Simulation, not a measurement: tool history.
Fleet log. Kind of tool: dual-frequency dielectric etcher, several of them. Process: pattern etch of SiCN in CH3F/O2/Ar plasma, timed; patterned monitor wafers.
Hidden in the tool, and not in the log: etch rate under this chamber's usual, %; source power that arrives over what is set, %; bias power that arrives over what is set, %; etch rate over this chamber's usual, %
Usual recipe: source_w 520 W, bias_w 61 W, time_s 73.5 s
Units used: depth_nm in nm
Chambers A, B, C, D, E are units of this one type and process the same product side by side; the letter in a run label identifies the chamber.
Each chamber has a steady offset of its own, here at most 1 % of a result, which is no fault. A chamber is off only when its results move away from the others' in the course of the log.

run,hour,source_w,bias_w,time_s,hours since the last wet clean,hours since the last source power generator calibration,hours since the last bias power generator calibration,"read-back reference wafer on the same gauge, depth_nm",depth_nm
1E,13.9,520,61,73.5,87.8,1088.6,797.7,32.819,29.056
2A,26.5,520,61,73.5,49.1,489.3,1326.0,32.818,29.043
3D,36.6,520,61,73.5,346.8,1657.2,1268.6,32.812,28.823
4C,44.1,520,61,73.5,287.0,1241.5,1320.0,32.808,28.832
5B,56.5,520,61,73.5,451.4,1771.2,3459.8,32.822,28.825
6D,67.2,520,72,73.5,377.4,1687.8,1299.2,32.817,30.540
# hour 76.7: chamber C: wet clean of the chamber
7C,78.2,520,72,73.5,1.6,1275.6,1354.1,32.831,30.630
# hour 78.7: chamber B: wet clean of the chamber
8B,93.5,520,72,73.5,14.9,1808.2,3496.8,32.829,30.460
9E,102.9,520,72,73.5,176.8,1177.6,886.7,32.831,30.794
10A,117.9,520,72,73.5,140.5,580.7,1417.4,32.829,30.733
11A,128.6,520,61,73.5,151.2,591.4,1428.1,32.847,29.001
12E,138.6,520,61,73.5,212.5,1213.3,922.4,32.855,29.139
13D,154.5,520,61,73.5,464.7,1775.1,1386.5,32.852,28.999
14C,163.6,520,61,73.5,87.0,1361.0,1439.5,32.848,28.975
# hour 168.8: chamber D: wet clean of the chamber
15B,175.5,420,61,73.5,96.9,1890.2,3578.8,32.855,26.528
16C,187.2,420,61,73.5,110.6,1384.6,1463.1,32.867,26.729
17B,199.1,420,61,73.5,120.5,1913.8,3602.4,32.865,26.657
18E,213.7,420,61,73.5,287.6,1288.4,997.5,32.874,26.903
19D,225.1,420,61,73.5,56.4,1845.7,1457.1,32.876,26.515
20A,234.9,520,61,73.5,257.5,697.7,1534.4,32.881,29.046
21E,249.8,520,61,73.5,323.7,1324.5,1033.6,32.888,29.102
22B,266.4,520,61,73.5,187.8,1981.1,3669.7,32.887,28.970
23D,282.6,520,61,83.0,113.9,1903.2,1514.6,32.907,32.528
24C,297.6,520,61,83.0,221.0,1495.0,1573.5,32.900,32.800
# hour 298.3: chamber E: wet clean of the chamber
25A,309.2,520,61,83.0,331.8,772.0,1608.7,32.903,32.782
26A,324.7,520,61,83.0,347.3,787.5,1624.2,32.917,32.750
27E,337.5,520,61,83.0,39.2,1412.2,1121.3,32.914,32.960
28D,346.3,520,61,73.5,177.6,1966.9,1578.3,32.927,28.867
29C,362.4,520,61,84.5,285.8,1559.8,1638.3,32.919,33.411
30B,372.9,520,61,84.5,294.3,2087.6,3776.2,32.920,33.280
31C,382.5,520,61,84.5,305.9,1579.9,1658.4,32.935,33.368
32B,394.6,520,61,84.5,316.0,2109.3,3797.9,32.934,33.184
33A,405.6,520,61,84.5,428.2,868.4,1705.1,32.933,33.420
# hour 408.2: chamber C: wet clean of the chamber
# hour 408.9: chamber A: wet clean of the chamber
34D,414.6,520,61,73.5,245.9,2035.2,1646.6,32.947,28.861
35E,427.6,520,61,73.5,129.3,1502.3,1211.4,32.939,29.207
36A,439.1,520,61,73.5,30.2,901.9,1738.6,32.951,29.171
37E,453.3,520,61,73.5,155.0,1528.0,1237.1,32.950,29.221
38B,467.7,520,61,73.5,389.1,2182.4,3871.0,32.955,28.983
39C,476.5,590,61,55.5,68.3,1673.9,1752.4,32.957,23.039
# hour 477.9: chamber B: wet clean of the chamber
40D,483.6,590,61,55.5,314.9,2104.2,1715.6,32.966,23.012
41A,493.5,590,61,55.5,84.6,956.3,1793.0,32.958,23.137
42E,501.2,590,61,55.5,202.9,1575.9,1285.0,32.968,23.091
43B,511.1,590,61,55.5,33.2,2225.8,3914.4,32.962,22.969
44D,521.0,520,61,80.0,352.3,2141.6,1753.0,32.983,31.523

Is one chamber out of step, is the gauge drifting, or do the chambers differ by no more than their own small offsets? For an off chamber, give its letter and the likeliest cause.

No chamber is off; the gauge reading every chamber's wafers drifts, which makes the whole fleet appear to move together.
What lies behind it: gauge reads high (%) = 0.549.

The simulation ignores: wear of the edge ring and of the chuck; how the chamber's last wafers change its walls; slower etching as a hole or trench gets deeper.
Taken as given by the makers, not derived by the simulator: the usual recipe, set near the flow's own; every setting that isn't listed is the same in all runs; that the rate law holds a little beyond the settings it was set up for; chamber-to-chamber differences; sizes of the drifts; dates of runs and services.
